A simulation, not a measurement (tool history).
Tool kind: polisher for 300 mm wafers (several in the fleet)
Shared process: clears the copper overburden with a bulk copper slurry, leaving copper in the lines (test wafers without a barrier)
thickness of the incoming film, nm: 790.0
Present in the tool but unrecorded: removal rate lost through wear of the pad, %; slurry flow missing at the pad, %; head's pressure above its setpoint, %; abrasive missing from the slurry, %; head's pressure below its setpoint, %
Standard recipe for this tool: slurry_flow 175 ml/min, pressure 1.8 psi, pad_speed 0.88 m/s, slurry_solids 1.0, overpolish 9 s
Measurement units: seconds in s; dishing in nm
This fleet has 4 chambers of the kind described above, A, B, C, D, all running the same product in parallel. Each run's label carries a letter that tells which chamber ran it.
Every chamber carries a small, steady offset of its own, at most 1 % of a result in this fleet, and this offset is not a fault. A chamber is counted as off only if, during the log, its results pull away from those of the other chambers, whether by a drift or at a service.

run   hour  slurry_flow  pressure  pad_speed  slurry_solids  overpolish  wafers polished on this pad  hours since the slurry nozzle was cleaned  hours since the head pressure was calibrated  hours since the slurry blender was calibrated  seconds  dishing
 1A    6.0          175       1.8       0.88            1.0           9                          197                                      335.4                                         439.6                                           59.2   167.19   31.518
      10.0  -- chamber B: slurry blender recalibrated
 2B   12.0          175       1.8       0.88            1.0           9                          182                                       37.5                                         695.4                                            2.1   159.53   32.013
 3C   19.3          175       1.8       0.88            1.0           9                          271                                      650.7                                         125.5                                          115.5   160.25   30.098
 4D   26.2          175       1.8       0.88            1.0           9                          502                                      408.2                                          50.2                                           59.6   164.67   31.160
 5B   29.7          175       1.8       0.88            1.0           9                          305                                       55.2                                         713.1                                           19.8   158.21   30.982
 6A   35.5          175       1.8       0.88            1.0           9                          403                                      364.9                                         469.1                                           88.7   162.17   29.735
 7C   40.0          175       1.8       0.88            1.0           9                          416                                      671.4                                         146.2                                          136.2   157.77   31.524
 8D   44.1          175       1.8       0.88            1.0           9                          627                                      426.1                                          68.1                                           77.5   164.60   30.254
 9B   47.5          175       1.8       0.88            1.0           9                          430                                       73.0                                         730.9                                           37.6   153.90   31.083
      51.3  -- chamber D: worn pad replaced by a new one
10A   51.3          175       1.8       0.88            1.0           9                          513                                      380.7                                         484.9                                          104.5   155.47   31.011
      53.9  -- chamber C: slurry nozzle cleaned
11D   55.7          210       1.8       1.06            1.0           9                           31                                      437.7                                          79.7                                           89.1   128.01   35.467
12C   60.1          210       1.8       1.06            1.0           9                          557                                        6.3                                         166.3                                          156.3   129.81   36.481
13B   63.9          210       1.8       1.06            1.0           9                          545                                       89.4                                         747.3                                           54.0   129.89   38.858
14D   70.4          210       1.8       1.06            1.0           9                          134                                      452.4                                          94.4                                          103.8   126.25   37.039
15C   76.6          175       1.8       0.88            1.0           9                          672                                       22.8                                         182.8                                          172.8   160.29   32.067
16A   82.7          175       1.8       0.88            1.0           9                          733                                      412.1                                         516.3                                          135.9   163.27   30.043
17D   88.3          175       1.8       0.88            1.0           9                          259                                      470.3                                         112.3                                          121.7   161.30   31.071
18A   94.0          175       1.8       0.88            1.0           9                          812                                      423.4                                         527.6                                          147.2   168.64   31.211
19C   98.7          175       1.8       0.88            1.0           9                          827                                       44.9                                         204.9                                          194.9   162.43   31.846
20B  105.6          175       1.8       0.88            1.0           9                          836                                      131.1                                         789.0                                           95.7   154.06   30.904
     112.6  -- chamber A: head pressure recalibrated
21D  112.7          175       1.8       0.88            1.0           9                          429                                      494.7                                         136.7                                          146.1   167.21   29.512
     115.1  -- chamber C: slurry blender recalibrated
22C  118.3          175       1.8       0.88            1.0           9                          964                                       64.5                                         224.5                                            3.2   157.98   31.350
23A  125.1          135       1.8       0.88            0.7           9                         1029                                      454.5                                          12.6                                          178.3   187.73   28.194
     129.5  -- chamber A: slurry blender recalibrated
     132.5  -- chamber D: slurry nozzle cleaned
     132.7  -- chamber D: worn pad replaced by a new one
24B  132.7          135       1.8       0.88            0.7           9                         1026                                      158.2                                         816.1                                          122.8   181.57   27.345
25A  140.5          135       1.8       0.88            0.7           9                         1137                                      469.9                                          28.0                                           11.0   181.47   27.743
26D  145.5          135       1.8       0.88            0.7           9                           89                                       13.0                                         169.5                                          178.9   183.52   28.317
27C  149.7          175       1.8       0.88            1.0           9                         1183                                       95.9                                         255.9                                           34.6   155.67   31.712
28B  157.3          175       1.8       0.88            1.0           9                         1198                                      182.8                                         840.7                                          147.4   157.65   30.056
     157.6  -- chamber A: worn pad replaced by a new one
     162.6  -- chamber C: worn pad replaced by a new one
29B  164.9          175       1.8       0.88            1.0           9                         1251                                      190.4                                         848.3                                          155.0   161.21   29.909
30C  172.5          175       1.8       0.88            1.0           9                           69                                      118.7                                         278.7                                           57.4   160.54   31.133
     174.4  -- chamber B: worn pad replaced by a new one
     176.4  -- chamber B: slurry blender recalibrated
31D  180.4          175       1.8       0.88            1.0           9                          333                                       47.9                                         204.4                                          213.8   162.98   30.914
32A  185.2          175       1.8       0.88            1.0           9                          193                                      514.6                                          72.7                                           55.7   161.56   30.731
33C  191.6          175       1.8       0.88            1.0           9                          203                                      137.8                                         297.8                                           76.5   157.54   30.955
34A  197.6          175       1.8       0.88            1.0           9                          280                                      527.0                                          85.1                                           68.1   163.60   31.638
35B  201.8          175       1.8       0.88            1.0           9                          191                                      227.3                                         885.2                                           25.4   162.67   30.607
36D  208.9          175       1.8       0.88            1.0           9                          533                                       76.4                                         232.9                                          242.3   158.11   31.559
37A  212.8          175       1.8       0.88            1.0           9                          386                                      542.2                                         100.3                                           83.3   157.03   31.174
38D  220.5          175       1.8       0.88            1.0           9                          614                                       88.0                                         244.5                                          253.9   160.02   31.472
39B  225.2          175       1.8       0.88            1.0           9                          355                                      250.7                                         908.6                                           48.8   158.00   30.105

Which is it: a chamber that has drifted or been left off by a service, a gauge drift common to all chambers, or only each chamber's usual small offset? If a chamber is off, name it and its likeliest cause.

Nothing is wrong: each chamber keeps only its own small, steady offset and the gauge holds still.
